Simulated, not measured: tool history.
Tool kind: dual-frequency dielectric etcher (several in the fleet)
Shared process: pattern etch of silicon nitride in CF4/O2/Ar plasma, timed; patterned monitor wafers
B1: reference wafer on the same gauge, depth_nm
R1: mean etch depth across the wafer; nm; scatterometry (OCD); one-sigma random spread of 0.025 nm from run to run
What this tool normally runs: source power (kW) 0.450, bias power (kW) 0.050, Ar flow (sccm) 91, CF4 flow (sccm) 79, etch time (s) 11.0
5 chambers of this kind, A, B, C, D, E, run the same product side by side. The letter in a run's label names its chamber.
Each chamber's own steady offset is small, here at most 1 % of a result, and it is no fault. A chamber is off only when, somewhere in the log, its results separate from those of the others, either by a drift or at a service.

run 1A day=0.217 | source_power_(kW)=0.450 bias_power_(kW)=0.050 Ar_flow_(sccm)=91 CF4_flow_(sccm)=79 etch_time_(s)=11.0 | B1=17.906 | R1=18.684
run 2B day=0.521 | source_power_(kW)=0.450 bias_power_(kW)=0.050 Ar_flow_(sccm)=91 CF4_flow_(sccm)=79 etch_time_(s)=11.0 | B1=17.900 | R1=18.570
run 3C day=0.767 | source_power_(kW)=0.450 bias_power_(kW)=0.050 Ar_flow_(sccm)=91 CF4_flow_(sccm)=79 etch_time_(s)=11.0 | B1=17.913 | R1=18.692
run 4E day=0.929 | source_power_(kW)=0.450 bias_power_(kW)=0.050 Ar_flow_(sccm)=91 CF4_flow_(sccm)=79 etch_time_(s)=11.0 | B1=17.908 | R1=18.850
-- day=1.046 chamber B: wet clean of the chamber
run 5D day=1.075 | source_power_(kW)=0.450 bias_power_(kW)=0.050 Ar_flow_(sccm)=91 CF4_flow_(sccm)=79 etch_time_(s)=11.0 | B1=17.909 | R1=18.644
run 6E day=1.267 | source_power_(kW)=0.450 bias_power_(kW)=0.050 Ar_flow_(sccm)=91 CF4_flow_(sccm)=79 etch_time_(s)=11.0 | B1=17.914 | R1=18.811
run 7D day=1.546 | source_power_(kW)=0.450 bias_power_(kW)=0.050 Ar_flow_(sccm)=91 CF4_flow_(sccm)=79 etch_time_(s)=11.0 | B1=17.915 | R1=18.665
run 8A day=1.825 | source_power_(kW)=0.450 bias_power_(kW)=0.050 Ar_flow_(sccm)=91 CF4_flow_(sccm)=79 etch_time_(s)=13.5 | B1=17.917 | R1=22.926
run 9C day=1.983 | source_power_(kW)=0.450 bias_power_(kW)=0.050 Ar_flow_(sccm)=91 CF4_flow_(sccm)=79 etch_time_(s)=13.5 | B1=17.919 | R1=22.972
run 10B day=2.258 | source_power_(kW)=0.450 bias_power_(kW)=0.050 Ar_flow_(sccm)=91 CF4_flow_(sccm)=79 etch_time_(s)=13.5 | B1=17.921 | R1=22.865
run 11B day=2.504 | source_power_(kW)=0.450 bias_power_(kW)=0.050 Ar_flow_(sccm)=91 CF4_flow_(sccm)=79 etch_time_(s)=13.5 | B1=17.931 | R1=22.817
run 12C day=2.712 | source_power_(kW)=0.450 bias_power_(kW)=0.050 Ar_flow_(sccm)=91 CF4_flow_(sccm)=79 etch_time_(s)=13.5 | B1=17.933 | R1=22.995
run 13E day=2.971 | source_power_(kW)=0.450 bias_power_(kW)=0.050 Ar_flow_(sccm)=91 CF4_flow_(sccm)=79 etch_time_(s)=11.0 | B1=17.932 | R1=18.845
run 14D day=3.217 | source_power_(kW)=0.450 bias_power_(kW)=0.050 Ar_flow_(sccm)=91 CF4_flow_(sccm)=79 etch_time_(s)=11.0 | B1=17.941 | R1=18.643
run 15A day=3.383 | source_power_(kW)=0.400 bias_power_(kW)=0.050 Ar_flow_(sccm)=91 CF4_flow_(sccm)=79 etch_time_(s)=11.0 | B1=17.939 | R1=16.881
run 16D day=3.600 | source_power_(kW)=0.400 bias_power_(kW)=0.050 Ar_flow_(sccm)=91 CF4_flow_(sccm)=79 etch_time_(s)=11.0 | B1=17.939 | R1=16.851
run 17A day=3.883 | source_power_(kW)=0.400 bias_power_(kW)=0.050 Ar_flow_(sccm)=91 CF4_flow_(sccm)=79 etch_time_(s)=11.0 | B1=17.949 | R1=16.900
run 18E day=4.042 | source_power_(kW)=0.400 bias_power_(kW)=0.050 Ar_flow_(sccm)=91 CF4_flow_(sccm)=79 etch_time_(s)=11.0 | B1=17.945 | R1=16.994
-- day=4.050 chamber C: wet clean of the chamber
-- day=4.108 chamber A: wet clean of the chamber
run 19C day=4.304 | source_power_(kW)=0.400 bias_power_(kW)=0.050 Ar_flow_(sccm)=91 CF4_flow_(sccm)=79 etch_time_(s)=11.0 | B1=17.949 | R1=16.899
run 20B day=4.496 | source_power_(kW)=0.450 bias_power_(kW)=0.057 Ar_flow_(sccm)=91 CF4_flow_(sccm)=79 etch_time_(s)=11.0 | B1=17.950 | R1=19.605
run 21B day=4.638 | source_power_(kW)=0.450 bias_power_(kW)=0.057 Ar_flow_(sccm)=91 CF4_flow_(sccm)=79 etch_time_(s)=11.0 | B1=17.948 | R1=19.600
run 22E day=4.888 | source_power_(kW)=0.450 bias_power_(kW)=0.057 Ar_flow_(sccm)=91 CF4_flow_(sccm)=79 etch_time_(s)=11.0 | B1=17.953 | R1=19.889
run 23A day=5.062 | source_power_(kW)=0.450 bias_power_(kW)=0.057 Ar_flow_(sccm)=91 CF4_flow_(sccm)=79 etch_time_(s)=11.0 | B1=17.949 | R1=19.687
run 24C day=5.275 | source_power_(kW)=0.450 bias_power_(kW)=0.057 Ar_flow_(sccm)=91 CF4_flow_(sccm)=79 etch_time_(s)=11.0 | B1=17.956 | R1=19.785
run 25D day=5.512 | source_power_(kW)=0.450 bias_power_(kW)=0.050 Ar_flow_(sccm)=91 CF4_flow_(sccm)=79 etch_time_(s)=11.0 | B1=17.966 | R1=18.710
run 26A day=5.738 | source_power_(kW)=0.450 bias_power_(kW)=0.050 Ar_flow_(sccm)=91 CF4_flow_(sccm)=79 etch_time_(s)=11.0 | B1=17.967 | R1=18.697
run 27C day=5.946 | source_power_(kW)=0.450 bias_power_(kW)=0.050 Ar_flow_(sccm)=91 CF4_flow_(sccm)=79 etch_time_(s)=11.0 | B1=17.972 | R1=18.789
-- day=6.179 chamber B: CF4 flow controller replaced
run 28E day=6.212 | source_power_(kW)=0.450 bias_power_(kW)=0.050 Ar_flow_(sccm)=91 CF4_flow_(sccm)=79 etch_time_(s)=11.0 | B1=17.970 | R1=18.893
run 29B day=6.433 | source_power_(kW)=0.450 bias_power_(kW)=0.050 Ar_flow_(sccm)=91 CF4_flow_(sccm)=79 etch_time_(s)=11.0 | B1=17.971 | R1=18.642
run 30D day=6.654 | source_power_(kW)=0.450 bias_power_(kW)=0.050 Ar_flow_(sccm)=91 CF4_flow_(sccm)=79 etch_time_(s)=11.0 | B1=17.974 | R1=18.709
run 31B day=6.854 | source_power_(kW)=0.450 bias_power_(kW)=0.050 Ar_flow_(sccm)=91 CF4_flow_(sccm)=60 etch_time_(s)=12.0 | B1=17.977 | R1=19.626
run 32C day=7.162 | source_power_(kW)=0.450 bias_power_(kW)=0.050 Ar_flow_(sccm)=91 CF4_flow_(sccm)=60 etch_time_(s)=12.0 | B1=17.987 | R1=19.767
run 33D day=7.338 | source_power_(kW)=0.450 bias_power_(kW)=0.050 Ar_flow_(sccm)=91 CF4_flow_(sccm)=60 etch_time_(s)=12.0 | B1=17.978 | R1=19.638
run 34A day=7.542 | source_power_(kW)=0.450 bias_power_(kW)=0.050 Ar_flow_(sccm)=91 CF4_flow_(sccm)=60 etch_time_(s)=12.0 | B1=17.979 | R1=19.774
run 35E day=7.779 | source_power_(kW)=0.450 bias_power_(kW)=0.050 Ar_flow_(sccm)=91 CF4_flow_(sccm)=60 etch_time_(s)=12.0 | B1=17.992 | R1=19.930
run 36C day=8.025 | source_power_(kW)=0.450 bias_power_(kW)=0.050 Ar_flow_(sccm)=91 CF4_flow_(sccm)=79 etch_time_(s)=11.0 | B1=17.987 | R1=18.762
run 37A day=8.267 | source_power_(kW)=0.450 bias_power_(kW)=0.050 Ar_flow_(sccm)=91 CF4_flow_(sccm)=79 etch_time_(s)=11.0 | B1=17.989 | R1=18.750
run 38E day=8.533 | source_power_(kW)=0.450 bias_power_(kW)=0.050 Ar_flow_(sccm)=91 CF4_flow_(sccm)=79 etch_time_(s)=11.0 | B1=17.997 | R1=18.892

Each of the 5 chambers runs these same settings next. Fill in every chamber's results:
run 39A day=8.758 | source_power_(kW)=0.450 bias_power_(kW)=0.050 Ar_flow_(sccm)=91 CF4_flow_(sccm)=79 etch_time_(s)=11.0 | R1=?
run 39B day=8.758 | source_power_(kW)=0.450 bias_power_(kW)=0.050 Ar_flow_(sccm)=91 CF4_flow_(sccm)=79 etch_time_(s)=11.0 | R1=?
run 39C day=8.758 | source_power_(kW)=0.450 bias_power_(kW)=0.050 Ar_flow_(sccm)=91 CF4_flow_(sccm)=79 etch_time_(s)=11.0 | R1=?
run 39D day=8.758 | source_power_(kW)=0.450 bias_power_(kW)=0.050 Ar_flow_(sccm)=91 CF4_flow_(sccm)=79 etch_time_(s)=11.0 | R1=?
run 39E day=8.758 | source_power_(kW)=0.450 bias_power_(kW)=0.050 Ar_flow_(sccm)=91 CF4_flow_(sccm)=79 etch_time_(s)=11.0 | R1=?

run=39A R1=18.746
run=39B R1=18.703
run=39C R1=18.748
run=39D R1=18.789
run=39E R1=18.960
